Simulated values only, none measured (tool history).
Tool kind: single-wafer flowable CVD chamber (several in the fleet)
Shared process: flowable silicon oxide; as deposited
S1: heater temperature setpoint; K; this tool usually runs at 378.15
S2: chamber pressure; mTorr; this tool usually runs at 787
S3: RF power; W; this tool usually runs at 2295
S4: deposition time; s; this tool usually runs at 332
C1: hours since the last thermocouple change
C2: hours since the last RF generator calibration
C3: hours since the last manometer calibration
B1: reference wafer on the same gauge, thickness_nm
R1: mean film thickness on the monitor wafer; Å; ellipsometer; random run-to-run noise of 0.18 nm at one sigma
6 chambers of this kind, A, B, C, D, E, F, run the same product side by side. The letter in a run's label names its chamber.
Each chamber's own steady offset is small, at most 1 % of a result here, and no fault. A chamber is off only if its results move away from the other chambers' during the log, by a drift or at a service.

run   hour      S1   S2    S3   S4      C1      C2      C3      B1      R1
 1A    6.9  378.15  787  2295  332   797.4   171.0  2304.1  146.03  1715.4
 2D   14.9  378.15  787  2295  332  2123.0   710.9   809.1  146.05  1700.1
 3B   22.7  378.15  787  2295  332   479.9  1171.4  1821.1  146.06  1701.4
 4F   26.6  378.15  787  2295  332   633.9  1737.2   203.4  146.06  1699.1
 5E   34.2  378.15  787  2295  332  1158.0   335.0  1097.3  146.14  1717.1
 6C   40.9  378.15  787  2295  332  1828.5   775.8   172.2  146.11  1713.2
 7A   48.0  378.15  787  2295  332   838.5   212.1  2345.2  146.14  1713.2
 8D   53.0  378.15  787  2295  332  2161.1   749.0   847.2  146.13  1699.4
 9B   60.3  378.15  787  2295  332   517.5  1209.0  1858.7  146.19  1701.3
10F   66.7  378.15  787  2295  332   674.0  1777.3   243.5  146.16  1705.6
11E   73.8  378.15  787  2295  332  1197.6   374.6  1136.9  146.20  1717.6
12C   79.6  378.15  940  2295  279  1867.2   814.5   210.9  146.20  1789.4
13E   86.6  378.15  940  2295  279  1210.4   387.4  1149.7  146.21  1804.8
14B   91.5  378.15  940  2295  279   548.7  1240.2  1889.9  146.22  1793.4
15F   98.2  378.15  940  2295  279   705.5  1808.8   275.0  146.23  1794.1
16A  103.2  378.15  940  2295  279   893.7   267.3  2400.4  146.25  1808.7
17D  109.6  378.15  940  2295  279  2217.7   805.6   903.8  146.32  1792.4
18C  116.4  378.15  787  2295  332  1904.0   851.3   247.7  146.25  1713.4
19C  123.1  378.15  787  2295  332  1910.7   858.0   254.4  146.32  1716.7
20E  128.2  378.15  787  2295  332  1252.0   429.0  1191.3  146.30  1721.7
21D  133.1  378.15  787  2295  332  2241.2   829.1   927.3  146.34  1702.6
22B  138.1  378.15  787  2295  332   595.3  1286.8  1936.5  146.35  1704.1
     143.6  -- chamber D: thermocouple changed; heater temperature recalibrated
23A  144.4  378.15  787  2295  332   934.9   308.5  2441.6  146.35  1715.6
24F  150.2  364.15  787  2130  332   757.5  1860.8   327.0  146.41  2672.1
     154.8  -- chamber C: thermocouple changed; heater temperature recalibrated
25D  155.5  364.15  787  2130  332    12.0   851.5   949.7  146.38  2684.6
26F  158.9  364.15  787  2130  332   766.2  1869.5   335.7  146.43  2673.9
27A  165.5  364.15  787  2130  332   956.0   329.6  2462.7  146.43  2697.2
28E  172.5  364.15  787  2130  332  1296.3   473.3  1235.6  146.46  2719.4
29C  178.9  364.15  787  2130  332    24.1   913.8   310.2  146.46  2685.9
30B  184.1  378.15  787  2295  332   641.3  1332.8  1982.5  146.45  1706.7
31E  191.7  378.15  787  2295  332  1315.5   492.5  1254.8  146.52  1723.1
32A  198.4  378.15  787  2295  332   988.9   362.5  2495.6  146.54  1719.7
33D  204.8  378.15  787  2295  332    61.3   900.8   999.0  146.51  1705.7
34F  208.6  378.15  787  2295  332   815.9  1919.2   385.4  146.57  1704.3
35B  216.5  378.15  787  2295  332   673.7  1365.2  2014.9  146.56  1708.1
36C  224.6  378.15  787  2295  332    69.8   959.5   355.9  146.58  1717.6
37A  228.3  378.15  787  2295  332  1018.8   392.4  2525.5  146.60  1717.4
38E  232.9  378.15  787  2295  332  1356.7   533.7  1296.0  146.60  1722.4
39F  239.6  378.15  719  2465  332   846.9  1950.2   416.4  146.63  1527.2

One chamber off, gauge drift, or nothing amiss beyond the chambers' own small offsets? If it is a chamber, which one, and what is the likeliest cause?

The gauge drifts, so all chambers seem to drift together. No chamber is off.
Likeliest cause: gauge reads high (%) = 0.44.
